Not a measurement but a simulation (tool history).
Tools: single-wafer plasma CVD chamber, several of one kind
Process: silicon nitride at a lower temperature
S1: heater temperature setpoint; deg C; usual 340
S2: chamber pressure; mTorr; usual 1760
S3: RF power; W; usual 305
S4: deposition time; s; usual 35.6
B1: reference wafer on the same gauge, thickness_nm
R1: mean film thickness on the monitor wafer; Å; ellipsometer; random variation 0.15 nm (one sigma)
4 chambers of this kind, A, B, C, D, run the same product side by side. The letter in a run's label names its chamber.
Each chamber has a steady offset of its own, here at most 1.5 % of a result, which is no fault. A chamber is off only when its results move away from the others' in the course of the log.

Run 1B, day 0.342: usual settings; B1 40.123. Result: R1 433.19 Å.
Run 2D, day 0.775: usual settings; B1 40.114. Result: R1 435.3 Å.
Run 3C, day 1.083: usual settings; B1 40.087. Result: R1 441.05 Å.
Run 4A, day 1.492: usual settings; B1 40.091. Result: R1 438.5 Å.
Run 5A, day 1.7: usual settings; B1 40.107. Result: R1 436.52 Å.
Run 6D, day 2.058: usual settings; B1 40.097. Result: R1 436.02 Å.
Run 7B, day 2.279: usual settings; B1 40.111. Result: R1 435.69 Å.
Run 8C, day 2.521: usual settings; B1 40.086. Result: R1 437.78 Å.
Run 9D, day 2.729: usual settings; B1 40.067. Result: R1 436.59 Å.
Run 10C, day 3.054: usual settings; B1 40.133. Result: R1 441.36 Å.
Run 11B, day 3.417: usual settings but S2 1950 mTorr, S3 345 W; B1 40.069. Result: R1 481.6 Å.
Run 12A, day 3.742: usual settings but S2 1950 mTorr, S3 345 W; B1 40.072. Result: R1 488.93 Å.
Run 13B, day 4.1: usual settings but S2 1950 mTorr, S3 345 W; B1 40.095. Result: R1 483.67 Å.
Run 14D, day 4.433: usual settings but S2 1950 mTorr, S3 345 W; B1 40.107. Result: R1 488.81 Å.
At day 4.538: chamber B: capacitance manometer re-zeroed and calibrated.
Run 15A, day 4.704: usual settings; B1 40.096. Result: R1 437.41 Å.
Run 16C, day 4.9: usual settings; B1 40.09. Result: R1 439.67 Å.
Run 17C, day 5.117: usual settings; B1 40.076. Result: R1 440.91 Å.
Run 18D, day 5.442: usual settings; B1 40.078. Result: R1 436.67 Å.
Run 19B, day 5.775: usual settings; B1 40.112. Result: R1 425.89 Å.
Run 20A, day 6.167: usual settings; B1 40.085. Result: R1 437.67 Å.
Run 21B, day 6.567: usual settings; B1 40.115. Result: R1 423.13 Å.
Run 22D, day 6.958: usual settings but S3 285 W, S4 40.3 s; B1 40.099. Result: R1 469.94 Å.
Run 23A, day 7.183: usual settings but S3 285 W, S4 40.3 s; B1 40.077. Result: R1 472.38 Å.
Run 24C, day 7.604: usual settings but S3 285 W, S4 40.3 s; B1 40.091. Result: R1 475.86 Å.
Run 25A, day 7.862: usual settings but S3 285 W, S4 40.3 s; B1 40.074. Result: R1 471.73 Å.
Run 26C, day 8.254: usual settings; B1 40.083. Result: R1 439.28 Å.

Is one chamber off against the others, does the gauge drift, or is nothing wrong? If a chamber is off, say which, and what the likeliest cause is.

A service left chamber B off against the others.
Cause: true pressure below the setpoint (%) = 7.31.

Here are 4 candidates for chamber B's next run, each the usual settings with a change, their results left as question marks. Which one brings its results back in line with what the others give on the usual settings?
In line means no further than this from the other chambers' mean on the usual settings: R1 5.4 Å
Run 27B-1, day 8.571: usual settings but S2 1790 mTorr, S3 315 W, S4 37.1 s. Result: R1 ?.
Run 27B-2, day 8.571: usual settings but S4 33.3 s. Result: R1 ?.
Run 27B-3, day 8.571: usual settings but S3 310 W, S4 36.4 s. Result: R1 ?.
Run 27B-4, day 8.571: usual settings but S2 1740 mTorr, S4 34.6 s. Result: R1 ?.

The other chambers' mean on the usual settings: R1 437.82 Å
  run      R1
27B-1  454.06
27B-2  397.28
27B-3  438.82
27B-4  411.45
27B-3 brings the chamber back in line.
